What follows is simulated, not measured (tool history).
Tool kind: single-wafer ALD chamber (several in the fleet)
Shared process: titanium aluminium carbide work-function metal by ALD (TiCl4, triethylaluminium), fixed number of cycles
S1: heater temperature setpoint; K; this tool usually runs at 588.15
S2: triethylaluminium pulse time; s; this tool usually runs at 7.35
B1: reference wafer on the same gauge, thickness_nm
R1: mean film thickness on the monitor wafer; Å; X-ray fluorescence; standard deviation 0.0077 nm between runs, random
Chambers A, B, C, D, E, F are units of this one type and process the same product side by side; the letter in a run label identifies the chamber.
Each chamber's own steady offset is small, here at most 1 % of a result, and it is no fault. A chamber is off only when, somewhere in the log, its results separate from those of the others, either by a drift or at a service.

run   hour      S1    S2      B1      R1
 1C    7.7  588.15  7.35  2.0594  20.228
 2E   16.3  588.15  7.35  2.0606  20.324
 3A   23.9  588.15  7.35  2.0618  20.178
 4D   28.4  588.15  7.35  2.0584  20.241
 5F   35.2  588.15  7.35  2.0626  20.245
 6B   43.4  588.15  7.35  2.0577  20.162
      46.2  -- chamber B: triethylaluminium bottle replaced
 7B   51.2  588.15  7.35  2.0597  20.263
 8C   55.2  588.15  7.35  2.0598  20.132
 9E   59.0  588.15  7.35  2.0597  20.271
      59.6  -- chamber C: triethylaluminium bottle replaced
10D   63.7  593.15  6.21  2.0589  19.627
11F   69.4  593.15  6.21  2.0599  19.837
12A   74.3  593.15  6.21  2.0586  19.687
      78.5  -- chamber F: triethylaluminium bottle replaced
13E   80.7  593.15  6.21  2.0596  19.783
14C   87.5  593.15  6.21  2.0595  19.757
15D   92.9  593.15  6.21  2.0592  19.644
16A  100.0  588.15  7.35  2.0612  20.163
17F  106.5  588.15  7.35  2.0584  20.419
18B  111.2  588.15  7.35  2.0613  20.019
19A  117.1  588.15  7.35  2.0600  20.120
20F  122.4  588.15  7.35  2.0601  20.328
21B  128.7  588.15  7.35  2.0579  20.212
22D  136.6  588.15  7.35  2.0590  20.232
23E  142.1  588.15  7.35  2.0608  20.352
24C  147.9  588.15  7.35  2.0608  20.071
25D  153.3  588.15  7.35  2.0599  20.074
26A  159.1  579.15  9.43  2.0610  20.247
27F  162.8  579.15  9.43  2.0594  20.498
28C  169.7  579.15  9.43  2.0600  20.266
29B  174.0  579.15  9.43  2.0610  20.232
30E  181.7  579.15  9.43  2.0588  20.401
31A  186.3  579.15  9.43  2.0628  20.207
32E  191.2  588.15  7.35  2.0592  20.427
33F  197.9  588.15  7.35  2.0595  20.309
34B  202.6  588.15  7.35  2.0580  20.053
35C  208.3  588.15  7.35  2.0616  20.298
36D  213.8  588.15  7.35  2.0582  20.253
37F  217.9  588.15  7.35  2.0602  20.278
38B  222.1  588.15  7.35  2.0590  20.265
39E  228.7  588.15  7.35  2.0599  20.273
40D  232.6  588.15  6.14  2.0604  19.230
41A  236.5  588.15  6.14  2.0609  19.248

Has any chamber moved away from the others, gradually or after a service, or does the common gauge drift, or do the chambers differ only by their own small steady offsets? State the chamber and the most likely cause if one applies.

Neither any chamber nor the gauge drifts; the chambers differ only by their own small, steady offsets.
